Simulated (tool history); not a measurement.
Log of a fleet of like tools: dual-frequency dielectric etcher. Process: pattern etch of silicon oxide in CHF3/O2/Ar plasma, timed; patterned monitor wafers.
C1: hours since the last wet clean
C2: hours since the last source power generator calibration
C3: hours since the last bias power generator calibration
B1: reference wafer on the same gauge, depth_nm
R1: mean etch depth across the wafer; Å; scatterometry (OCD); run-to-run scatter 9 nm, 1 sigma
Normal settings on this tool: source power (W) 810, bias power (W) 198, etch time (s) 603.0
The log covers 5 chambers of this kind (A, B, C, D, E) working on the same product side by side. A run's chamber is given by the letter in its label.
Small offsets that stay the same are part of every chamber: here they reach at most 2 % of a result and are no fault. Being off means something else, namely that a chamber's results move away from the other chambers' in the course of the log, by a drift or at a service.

{"run": "1D", "hour": 8.0, "source power (W)": 810, "bias power (W)": 198, "etch time (s)": 603.0, "C1": 518.6, "C2": 66.6, "C3": 5160.6, "B1": 1169.4, "R1": 13557}
{"run": "2E", "hour": 19.8, "source power (W)": 810, "bias power (W)": 198, "etch time (s)": 603.0, "C1": 336.4, "C2": 699.4, "C3": 2575.6, "B1": 1167.8, "R1": 14069}
{"run": "3A", "hour": 33.3, "source power (W)": 810, "bias power (W)": 198, "etch time (s)": 603.0, "C1": 497.6, "C2": 709.5, "C3": 1776.0, "B1": 1168.5, "R1": 13553}
{"run": "4B", "hour": 42.9, "source power (W)": 810, "bias power (W)": 198, "etch time (s)": 603.0, "C1": 103.1, "C2": 1853.2, "C3": 267.3, "B1": 1169.8, "R1": 13569}
{"hour": 47.1, "done": "chamber D: wet clean of the chamber"}
{"run": "5C", "hour": 53.2, "source power (W)": 810, "bias power (W)": 174, "etch time (s)": 754.5, "C1": 179.8, "C2": 3791.3, "C3": 638.0, "B1": 1168.5, "R1": 16348}
{"run": "6B", "hour": 65.2, "source power (W)": 810, "bias power (W)": 174, "etch time (s)": 754.5, "C1": 125.4, "C2": 1875.5, "C3": 289.6, "B1": 1170.6, "R1": 16338}
{"run": "7C", "hour": 80.8, "source power (W)": 810, "bias power (W)": 174, "etch time (s)": 754.5, "C1": 207.4, "C2": 3818.9, "C3": 665.6, "B1": 1169.8, "R1": 16152}
{"run": "8A", "hour": 92.2, "source power (W)": 810, "bias power (W)": 174, "etch time (s)": 754.5, "C1": 556.5, "C2": 768.4, "C3": 1834.9, "B1": 1170.2, "R1": 16308}
{"run": "9E", "hour": 105.8, "source power (W)": 810, "bias power (W)": 174, "etch time (s)": 754.5, "C1": 422.4, "C2": 785.4, "C3": 2661.6, "B1": 1170.3, "R1": 16663}
{"run": "10D", "hour": 114.6, "source power (W)": 810, "bias power (W)": 198, "etch time (s)": 603.0, "C1": 67.6, "C2": 173.2, "C3": 5267.2, "B1": 1171.1, "R1": 13752}
{"run": "11A", "hour": 126.5, "source power (W)": 810, "bias power (W)": 214, "etch time (s)": 603.0, "C1": 590.8, "C2": 802.7, "C3": 1869.2, "B1": 1170.6, "R1": 14127}
{"hour": 135.1, "done": "chamber A: wet clean of the chamber"}
{"run": "12E", "hour": 140.1, "source power (W)": 810, "bias power (W)": 214, "etch time (s)": 603.0, "C1": 456.7, "C2": 819.7, "C3": 2695.9, "B1": 1171.5, "R1": 14622}
{"run": "13C", "hour": 155.5, "source power (W)": 810, "bias power (W)": 214, "etch time (s)": 603.0, "C1": 282.1, "C2": 3893.6, "C3": 740.3, "B1": 1171.6, "R1": 13846}
{"run": "14B", "hour": 166.0, "source power (W)": 810, "bias power (W)": 214, "etch time (s)": 603.0, "C1": 226.2, "C2": 1976.3, "C3": 390.4, "B1": 1170.0, "R1": 13958}
{"run": "15D", "hour": 177.9, "source power (W)": 810, "bias power (W)": 214, "etch time (s)": 603.0, "C1": 130.9, "C2": 236.5, "C3": 5330.5, "B1": 1170.8, "R1": 13959}
{"run": "16E", "hour": 189.8, "source power (W)": 810, "bias power (W)": 198, "etch time (s)": 603.0, "C1": 506.4, "C2": 869.4, "C3": 2745.6, "B1": 1170.6, "R1": 14126}
{"run": "17C", "hour": 197.3, "source power (W)": 810, "bias power (W)": 170, "etch time (s)": 603.0, "C1": 323.9, "C2": 3935.4, "C3": 782.1, "B1": 1171.7, "R1": 12910}
{"run": "18B", "hour": 205.7, "source power (W)": 810, "bias power (W)": 170, "etch time (s)": 603.0, "C1": 265.9, "C2": 2016.0, "C3": 430.1, "B1": 1169.5, "R1": 13042}
{"hour": 211.0, "done": "chamber D: bias power generator calibrated"}
{"run": "19D", "hour": 219.0, "source power (W)": 810, "bias power (W)": 170, "etch time (s)": 603.0, "C1": 172.0, "C2": 277.6, "C3": 8.0, "B1": 1168.9, "R1": 12973}
{"run": "20A", "hour": 232.6, "source power (W)": 810, "bias power (W)": 170, "etch time (s)": 603.0, "C1": 97.6, "C2": 908.8, "C3": 1975.3, "B1": 1169.3, "R1": 12858}
{"run": "21B", "hour": 247.2, "source power (W)": 810, "bias power (W)": 170, "etch time (s)": 603.0, "C1": 307.4, "C2": 2057.5, "C3": 471.6, "B1": 1169.8, "R1": 12901}
{"run": "22E", "hour": 259.9, "source power (W)": 720, "bias power (W)": 242, "etch time (s)": 603.0, "C1": 576.5, "C2": 939.5, "C3": 2815.7, "B1": 1172.2, "R1": 14485}
{"run": "23A", "hour": 275.3, "source power (W)": 720, "bias power (W)": 242, "etch time (s)": 603.0, "C1": 140.3, "C2": 951.5, "C3": 2018.0, "B1": 1170.5, "R1": 14153}
{"hour": 278.0, "done": "chamber C: source power generator calibrated"}
{"run": "24D", "hour": 288.7, "source power (W)": 720, "bias power (W)": 242, "etch time (s)": 603.0, "C1": 241.7, "C2": 347.3, "C3": 77.7, "B1": 1170.8, "R1": 14051}
{"run": "25C", "hour": 302.0, "source power (W)": 720, "bias power (W)": 242, "etch time (s)": 603.0, "C1": 428.6, "C2": 24.0, "C3": 886.8, "B1": 1170.4, "R1": 13916}
{"run": "26E", "hour": 312.4, "source power (W)": 720, "bias power (W)": 242, "etch time (s)": 603.0, "C1": 629.0, "C2": 992.0, "C3": 2868.2, "B1": 1170.4, "R1": 14854}
{"run": "27D", "hour": 320.3, "source power (W)": 810, "bias power (W)": 198, "etch time (s)": 603.0, "C1": 273.3, "C2": 378.9, "C3": 109.3, "B1": 1169.8, "R1": 13697}
{"run": "28B", "hour": 335.1, "source power (W)": 810, "bias power (W)": 198, "etch time (s)": 603.0, "C1": 395.3, "C2": 2145.4, "C3": 559.5, "B1": 1169.5, "R1": 13496}
{"hour": 342.3, "done": "chamber B: wet clean of the chamber"}
{"run": "29A", "hour": 343.9, "source power (W)": 810, "bias power (W)": 198, "etch time (s)": 603.0, "C1": 208.9, "C2": 1020.1, "C3": 2086.6, "B1": 1167.5, "R1": 13808}
{"run": "30C", "hour": 359.8, "source power (W)": 810, "bias power (W)": 198, "etch time (s)": 603.0, "C1": 486.4, "C2": 81.8, "C3": 944.6, "B1": 1171.3, "R1": 13608}
{"run": "31C", "hour": 372.3, "source power (W)": 810, "bias power (W)": 198, "etch time (s)": 603.0, "C1": 498.9, "C2": 94.3, "C3": 957.1, "B1": 1170.1, "R1": 13670}
{"run": "32E", "hour": 379.4, "source power (W)": 810, "bias power (W)": 198, "etch time (s)": 603.0, "C1": 696.0, "C2": 1059.0, "C3": 2935.2, "B1": 1171.2, "R1": 14261}
{"run": "33A", "hour": 394.3, "source power (W)": 810, "bias power (W)": 198, "etch time (s)": 603.0, "C1": 259.3, "C2": 1070.5, "C3": 2137.0, "B1": 1168.1, "R1": 13628}
{"run": "34D", "hour": 402.2, "source power (W)": 640, "bias power (W)": 198, "etch time (s)": 603.0, "C1": 355.2, "C2": 460.8, "C3": 191.2, "B1": 1169.6, "R1": 12599}
{"run": "35B", "hour": 414.3, "source power (W)": 640, "bias power (W)": 198, "etch time (s)": 603.0, "C1": 72.0, "C2": 2224.6, "C3": 638.7, "B1": 1171.8, "R1": 12334}
{"run": "36E", "hour": 423.8, "source power (W)": 640, "bias power (W)": 198, "etch time (s)": 603.0, "C1": 740.4, "C2": 1103.4, "C3": 2979.6, "B1": 1171.3, "R1": 13226}

Next, every chamber runs the same settings. What will each give?
{"run": "37A", "hour": 435.2, "source power (W)": 810, "bias power (W)": 220, "etch time (s)": 603.0, "R1": "?"}
{"run": "37B", "hour": 435.2, "source power (W)": 810, "bias power (W)": 220, "etch time (s)": 603.0, "R1": "?"}
{"run": "37C", "hour": 435.2, "source power (W)": 810, "bias power (W)": 220, "etch time (s)": 603.0, "R1": "?"}
{"run": "37D", "hour": 435.2, "source power (W)": 810, "bias power (W)": 220, "etch time (s)": 603.0, "R1": "?"}
{"run": "37E", "hour": 435.2, "source power (W)": 810, "bias power (W)": 220, "etch time (s)": 603.0, "R1": "?"}

run=37A R1=14287
run=37B R1=14081
run=37C R1=14008
run=37D R1=14065
run=37E R1=15086

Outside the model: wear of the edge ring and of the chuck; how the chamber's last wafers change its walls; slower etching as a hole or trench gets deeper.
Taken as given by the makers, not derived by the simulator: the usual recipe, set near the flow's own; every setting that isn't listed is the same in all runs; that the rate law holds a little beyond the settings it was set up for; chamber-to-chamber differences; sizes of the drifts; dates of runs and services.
